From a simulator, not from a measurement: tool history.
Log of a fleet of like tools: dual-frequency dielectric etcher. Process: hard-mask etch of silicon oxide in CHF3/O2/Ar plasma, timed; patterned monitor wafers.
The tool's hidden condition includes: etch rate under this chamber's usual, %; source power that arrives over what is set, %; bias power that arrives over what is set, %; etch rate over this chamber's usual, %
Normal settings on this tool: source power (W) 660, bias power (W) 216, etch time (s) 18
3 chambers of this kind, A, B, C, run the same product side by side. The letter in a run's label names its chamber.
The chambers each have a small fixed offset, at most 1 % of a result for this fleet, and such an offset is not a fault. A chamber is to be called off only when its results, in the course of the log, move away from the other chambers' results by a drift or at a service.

| run | day | source power (W) | bias power (W) | etch time (s) | hours since the last wet clean | hours since the last source power generator calibration | hours since the last bias power generator calibration | read-back reference wafer on the same gauge, depth_nm | mean etch depth across the wafer (Å) |
|---|---|---|---|---|---|---|---|---|---|
| 1A | 0.417 | 660 | 216 | 18 | 203.8 | 3357.8 | 996.7 | 41.285 | 395.06 |
| 2B | 0.671 | 660 | 216 | 18 | 301.4 | 1867.6 | 1613.8 | 41.271 | 391.01 |
| 3C | 1.133 | 660 | 216 | 18 | 31.5 | 1918.5 | 2392.3 | 41.261 | 393.35 |
| 4A | 1.438 | 660 | 216 | 18 | 228.3 | 3382.3 | 1021.2 | 41.250 | 393.81 |
| 5B | 1.933 | 660 | 216 | 18 | 331.7 | 1897.9 | 1644.1 | 41.242 | 390.94 |
| 6C | 2.412 | 660 | 216 | 18 | 62.2 | 1949.2 | 2423.0 | 41.232 | 392.55 |
| 7B | 2.871 | 660 | 216 | 18 | 354.2 | 1920.4 | 1666.6 | 41.217 | 389.32 |
| 8C | 3.338 | 660 | 186 | 18 | 84.4 | 1971.4 | 2445.2 | 41.179 | 372.38 |
| 9A | 3.812 | 660 | 186 | 18 | 285.3 | 3439.3 | 1078.2 | 41.158 | 372.62 |
| 10C | 4.250 | 660 | 186 | 18 | 106.3 | 1993.3 | 2467.1 | 41.162 | 373.76 |
| 11B | 4.504 | 660 | 216 | 18 | 393.4 | 1959.6 | 1705.8 | 41.164 | 389.59 |
| 12A | 4.746 | 760 | 216 | 14 | 307.7 | 3461.7 | 1100.6 | 41.138 | 322.36 |
| 13C | 5.262 | 760 | 216 | 14 | 130.6 | 2017.6 | 2491.4 | 41.118 | 320.86 |
| 14B | 5.717 | 760 | 216 | 14 | 422.5 | 1988.7 | 1734.9 | 41.077 | 318.79 |
| 15A | 6.083 | 660 | 216 | 18 | 339.8 | 3493.8 | 1132.7 | 41.086 | 392.71 |
| 16C | 6.571 | 660 | 216 | 18 | 162.0 | 2049.0 | 2522.8 | 41.082 | 390.09 |
| 17B | 6.967 | 660 | 216 | 18 | 452.5 | 2018.7 | 1764.9 | 41.083 | 388.23 |
| 18A | 7.304 | 660 | 216 | 18 | 369.1 | 3523.1 | 1162.0 | 41.056 | 391.09 |
| 19C | 7.812 | 660 | 216 | 18 | 191.8 | 2078.8 | 2552.6 | 41.031 | 391.74 |
| 20A | 8.225 | 730 | 266 | 18 | 391.2 | 3545.2 | 1184.1 | 41.019 | 436.37 |

For the next run the whole fleet of 3 chambers uses the same settings. Give each chamber's results:
| 21A | 8.625 | 660 | 216 | 18 |  |  |  |  | ? |
| 21B | 8.625 | 660 | 216 | 18 |  |  |  |  | ? |
| 21C | 8.625 | 660 | 216 | 18 |  |  |  |  | ? |

| run | mean etch depth across the wafer (Å) |
|---|---|
| 21A | 392.49 |
| 21B | 388.34 |
| 21C | 391.49 |
